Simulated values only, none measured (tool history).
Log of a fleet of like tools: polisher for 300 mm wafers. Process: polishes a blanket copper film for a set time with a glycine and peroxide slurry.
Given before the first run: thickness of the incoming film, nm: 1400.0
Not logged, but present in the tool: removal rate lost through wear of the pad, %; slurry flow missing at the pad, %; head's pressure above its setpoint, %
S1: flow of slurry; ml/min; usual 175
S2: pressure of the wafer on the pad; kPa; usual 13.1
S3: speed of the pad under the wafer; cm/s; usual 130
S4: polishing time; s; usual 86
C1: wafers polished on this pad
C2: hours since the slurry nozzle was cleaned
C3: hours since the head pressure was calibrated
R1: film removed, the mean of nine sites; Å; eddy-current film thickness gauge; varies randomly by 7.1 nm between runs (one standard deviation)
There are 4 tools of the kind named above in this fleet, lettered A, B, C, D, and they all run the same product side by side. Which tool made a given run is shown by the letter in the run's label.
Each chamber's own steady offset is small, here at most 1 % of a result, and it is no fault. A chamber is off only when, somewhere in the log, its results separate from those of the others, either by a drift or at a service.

run,hour,S1,S2,S3,S4,C1,C2,C3,R1
# hour 1.6: chamber D: head pressure recalibrated
# hour 3.7: chamber A: worn pad replaced by a new one
1B,7.5,175,13.1,130,86,131,538.5,79.0,5017.7
# hour 17.4: chamber D: worn pad replaced by a new one
2C,18.3,175,13.1,130,86,182,129.0,21.4,4981.7
# hour 22.2: chamber B: slurry nozzle cleaned
3D,28.0,175,13.1,130,86,86,230.9,26.4,4770.9
4A,35.8,175,13.1,130,86,261,509.0,231.6,4863.3
5A,47.1,175,13.1,130,86,354,520.3,242.9,4948.6
6B,57.7,175,13.1,130,86,540,35.6,129.2,4833.2
7C,67.0,175,13.1,130,86,580,177.7,70.1,4917.1
8D,73.2,175,13.1,130,86,455,276.1,71.6,4763.4
9B,79.4,175,13.1,130,86,717,57.3,150.9,4961.8
10C,86.6,175,13.1,130,86,739,197.3,89.7,4893.1
11D,97.3,175,13.1,130,86,651,300.2,95.7,4885.2
# hour 106.4: chamber B: worn pad replaced by a new one
12A,106.5,175,13.1,130,86,838,579.7,302.3,5001.0
13A,117.2,175,13.1,130,86,925,590.4,313.0,4801.0
14D,124.4,175,13.1,130,86,872,327.3,122.8,4847.5
15B,133.2,175,13.1,144,86,218,111.1,204.7,5334.3
# hour 134.0: chamber C: worn pad replaced by a new one
16C,140.6,175,13.1,144,86,54,251.3,143.7,5379.8
# hour 147.1: chamber D: worn pad replaced by a new one
17C,147.1,175,13.1,144,86,107,257.8,150.2,5266.3
18D,158.4,175,13.1,144,86,92,361.3,156.8,5304.5
# hour 158.9: chamber A: worn pad replaced by a new one
19B,167.9,175,13.1,130,86,501,145.8,239.4,5012.3
20A,173.8,175,13.1,130,86,122,647.0,369.6,4861.5
21B,179.3,175,13.1,130,86,594,157.2,250.8,4975.6
22D,188.7,175,13.1,130,86,339,391.6,187.1,4846.4
# hour 191.1: chamber A: head pressure recalibrated
23A,195.6,175,13.1,130,86,299,668.8,4.5,4881.6
24C,206.9,175,13.1,130,86,595,317.6,210.0,4957.2
25D,215.7,175,13.1,130,86,559,418.6,214.1,4850.4
26A,224.7,175,13.1,130,86,537,697.9,33.6,4867.3
# hour 224.9: chamber B: worn pad replaced by a new one
27C,231.7,175,13.1,130,86,797,342.4,234.8,4904.8
28B,237.4,175,13.1,130,86,102,215.3,308.9,4911.8
29B,243.0,175,13.1,130,86,148,220.9,314.5,4935.1
30C,253.3,175,13.1,130,86,973,364.0,256.4,4891.2
31A,262.6,175,13.1,112,86,846,735.8,71.5,4371.2
# hour 272.1: chamber A: slurry nozzle cleaned
32D,273.8,175,13.1,112,86,1033,476.7,272.2,4368.1
33A,285.4,175,13.1,112,86,1032,13.4,94.3,4268.1

The same settings go to every chamber for the next run, one line per chamber below. Forecast the results for each:
34A,294.2,175,13.1,130,86,,,,?
34B,294.2,175,13.1,130,86,,,,?
34C,294.2,175,13.1,130,86,,,,?
34D,294.2,175,13.1,130,86,,,,?

run,R1
34A,4917.7
34B,4906.2
34C,4762.5
34D,4773.2
